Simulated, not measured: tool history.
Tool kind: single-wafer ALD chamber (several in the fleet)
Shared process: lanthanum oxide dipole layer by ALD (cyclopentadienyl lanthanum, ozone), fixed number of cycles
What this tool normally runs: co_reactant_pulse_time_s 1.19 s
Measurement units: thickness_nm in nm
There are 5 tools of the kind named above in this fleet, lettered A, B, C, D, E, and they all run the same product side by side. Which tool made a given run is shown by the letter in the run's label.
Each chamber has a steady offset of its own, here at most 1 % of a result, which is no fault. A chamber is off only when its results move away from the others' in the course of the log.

run	hour	co_reactant_pulse_time_s	hours since the last thermocouple change	hours since the last ozone generator service	read-back reference wafer on the same gauge, thickness_nm	thickness_nm
1D	6	1.19	715.4	1081.2	0.57306	0.52387
2B	12.9	1.19	43.9	30.4	0.57293	0.52162
3C	16.3	1.19	890.1	20.8	0.57316	0.52505
4E	23.6	1.19	81.4	1642.9	0.57269	0.52833
5A	29	1.19	2024.1	593.5	0.57334	0.52073
6A	33.5	0.83	2028.6	598	0.57294	0.46561
7B	40.6	0.83	71.6	58.1	0.573	0.46923
8D	45.2	0.83	754.6	1120.4	0.57297	0.4691
9C	50.6	0.83	924.4	55.1	0.57375	0.46729
10E	56.2	0.83	114	1675.5	0.57265	0.47208
11A	63.6	1.19	2058.7	628.1	0.57323	0.52178
12B	68.4	1.19	99.4	85.9	0.57274	0.52386
13E	73.3	1.19	131.1	1692.6	0.5727	0.53028
14C	76.6	1.19	950.4	81.1	0.57326	0.52595
15D	81	1.19	790.4	1156.2	0.57295	0.52395
16E	86.5	1.19	144.3	1705.8	0.57281	0.52838
17C	90	1.19	963.8	94.5	0.57291	0.52507
18B	97.7	1.19	128.7	115.2	0.57309	0.52561
19A	105.3	1.19	2100.4	669.8	0.57317	0.51992
20D	112.9	1.19	822.3	1188.1	0.57298	0.52543
21C	118.5	1.45	992.3	123	0.57299	0.54682
22D	122.1	1.45	831.5	1197.3	0.57303	0.54817
23A	128.4	1.45	2123.5	692.9	0.57289	0.54369
24E	132.8	1.45	190.6	1752.1	0.57336	0.55277
25B	136.3	1.45	167.3	153.8	0.57323	0.54871
26E	142.5	0.88	200.3	1761.8	0.57328	0.48141
27B	149.8	0.88	180.8	167.3	0.57302	0.47839
28D	156.6	0.88	866	1231.8	0.57321	0.47667
29C	161.8	0.88	1035.6	166.3	0.57267	0.47956
# hour 164.9: chamber E: ozone generator serviced
30A	169	0.88	2164.1	733.5	0.57295	0.47523
31C	173	1.19	1046.8	177.5	0.57257	0.52835
# hour 176: chamber A: thermocouple changed; heater temperature recalibrated
32E	179	1.19	236.8	14.1	0.57339	0.52738
33D	186.5	1.19	895.9	1261.7	0.57327	0.52524
34A	193.2	1.19	17.3	757.7	0.5729	0.51976

All 5 chambers run these settings next. Forecast each chamber's results:
35A	198.7	1.04				?
35B	198.7	1.04				?
35C	198.7	1.04				?
35D	198.7	1.04				?
35E	198.7	1.04				?

run	thickness_nm
35A	0.50327
35B	0.50597
35C	0.50773
35D	0.50656
35E	0.50795
